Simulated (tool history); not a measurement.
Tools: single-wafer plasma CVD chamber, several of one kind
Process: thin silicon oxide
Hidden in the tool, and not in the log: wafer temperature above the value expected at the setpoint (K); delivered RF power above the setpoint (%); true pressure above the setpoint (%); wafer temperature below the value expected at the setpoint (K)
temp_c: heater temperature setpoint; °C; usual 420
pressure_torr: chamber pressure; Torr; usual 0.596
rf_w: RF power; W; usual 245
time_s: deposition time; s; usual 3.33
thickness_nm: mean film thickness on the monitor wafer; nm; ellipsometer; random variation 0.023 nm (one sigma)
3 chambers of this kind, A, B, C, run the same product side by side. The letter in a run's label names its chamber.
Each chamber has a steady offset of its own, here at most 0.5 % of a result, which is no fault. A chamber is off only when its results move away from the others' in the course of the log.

run   hour  temp_c  pressure_torr  rf_w  time_s  hours since the last thermocouple change  hours since the last RF generator calibration  hours since the last manometer calibration  read-back reference wafer on the same gauge, thickness_nm  thickness_nm
 1A    7.4     420          0.596   245    3.33                                     939.3                                          242.0                                      1214.6                                                     3.9551        4.0087
 2B   17.2     420          0.596   245    3.33                                     798.6                                          155.5                                       331.3                                                     3.9474        4.0691
 3C   26.1     420          0.596   245    3.33                                    1127.1                                           64.4                                      2186.2                                                     3.9449        4.0826
 4C   32.2     420          0.596   245    3.33                                    1133.2                                           70.5                                      2192.3                                                     3.9442        4.0918
 5A   39.9     420          0.596   245    3.33                                     971.8                                          274.5                                      1247.1                                                     3.9481        4.0651
 6B   44.4     420          0.596   245    3.33                                     825.8                                          182.7                                       358.5                                                     3.9493        4.0639
 7A   49.9     420          0.596   245    3.33                                     981.8                                          284.5                                      1257.1                                                     3.9534        4.0426
 8B   56.1     420          0.596   245    3.33                                     837.5                                          194.4                                       370.2                                                     3.9491        4.0597
 9C   61.0     420          0.596   245    3.33                                    1162.0                                           99.3                                      2221.1                                                     3.9464        4.0652
10C   70.8     420          0.596   245    3.33                                    1171.8                                          109.1                                      2230.9                                                     3.9531        4.0685
11B   79.7     420          0.596   245    3.33                                     861.1                                          218.0                                       393.8                                                     3.9483        4.0697
12A   85.9     420          0.596   245    3.33                                    1017.8                                          320.5                                      1293.1                                                     3.9491        4.0353
13C   94.6     420          0.596   245    3.33                                    1195.6                                          132.9                                      2254.7                                                     3.9424        4.1086
14A  104.3     420          0.596   245    3.33                                    1036.2                                          338.9                                      1311.5                                                     3.9505        4.1286
15B  112.1     420          0.596   245    3.33                                     893.5                                          250.4                                       426.2                                                     3.9478        4.0862
     115.5  -- chamber A: capacitance manometer re-zeroed and calibrated
16C  120.8     420          0.596   245    3.33                                    1221.8                                          159.1                                      2280.9                                                     3.9498        4.1012
     122.4  -- chamber C: thermocouple changed; heater temperature recalibrated
17B  130.5     432          0.596   200    3.33                                     911.9                                          268.8                                       444.6                                                     3.9475        3.6919
18A  138.9     432          0.596   200    3.33                                    1070.8                                          373.5                                        23.4                                                     3.9511        3.6603
19A  146.5     432          0.596   200    3.33                                    1078.4                                          381.1                                        31.0                                                     3.9503        3.6429
20C  156.0     420          0.596   245    3.33                                      33.7                                          194.3                                      2316.1                                                     3.9466        4.0683
21B  160.7     420          0.726   215    3.33                                     942.1                                          299.0                                       474.8                                                     3.9553        4.7646
22C  168.8     420          0.726   215    3.33                                      46.5                                          207.1                                      2328.9                                                     3.9518        4.7264
23A  175.7     420          0.726   215    3.33                                    1107.6                                          410.3                                        60.2                                                     3.9509        4.7765
24B  183.9     420          0.596   245    3.33                                     965.3                                          322.2                                       498.0                                                     3.9540        4.1021
25B  193.0     420          0.596   245    3.33                                     974.4                                          331.3                                       507.1                                                     3.9498        4.0896
26C  201.0     420          0.596   245    3.33                                      78.7                                          239.3                                      2361.1                                                     3.9485        4.0516
27A  207.3     420          0.596   245    3.33                                    1139.2                                          441.9                                        91.8                                                     3.9487        4.0546
28A  211.8     420          0.596   245    3.33                                    1143.7                                          446.4                                        96.3                                                     3.9502        4.0454
29C  216.9     420          0.716   245    2.83                                      94.6                                          255.2                                      2377.0                                                     3.9478        4.2206
30B  223.8     420          0.716   245    2.83                                    1005.2                                          362.1                                       537.9                                                     3.9419        4.1949
31C  232.4     420          0.716   245    2.83                                     110.1                                          270.7                                      2392.5                                                     3.9439        4.1719
32A  237.0     407          0.549   245    3.33                                    1168.9                                          471.6                                       121.5                                                     3.9488        3.7353
33B  244.9     407          0.549   245    3.33                                    1026.3                                          383.2                                       559.0                                                     3.9499        3.7524

Next, every chamber runs the same settings. What will each give?
34A  252.3     420          0.596   220    3.33                                                                                                                                                                                                             ?
34B  252.3     420          0.596   220    3.33                                                                                                                                                                                                             ?
34C  252.3     420          0.596   220    3.33                                                                                                                                                                                                             ?

run  thickness_nm
34A        3.9170
34B        3.8880
34C        3.8874
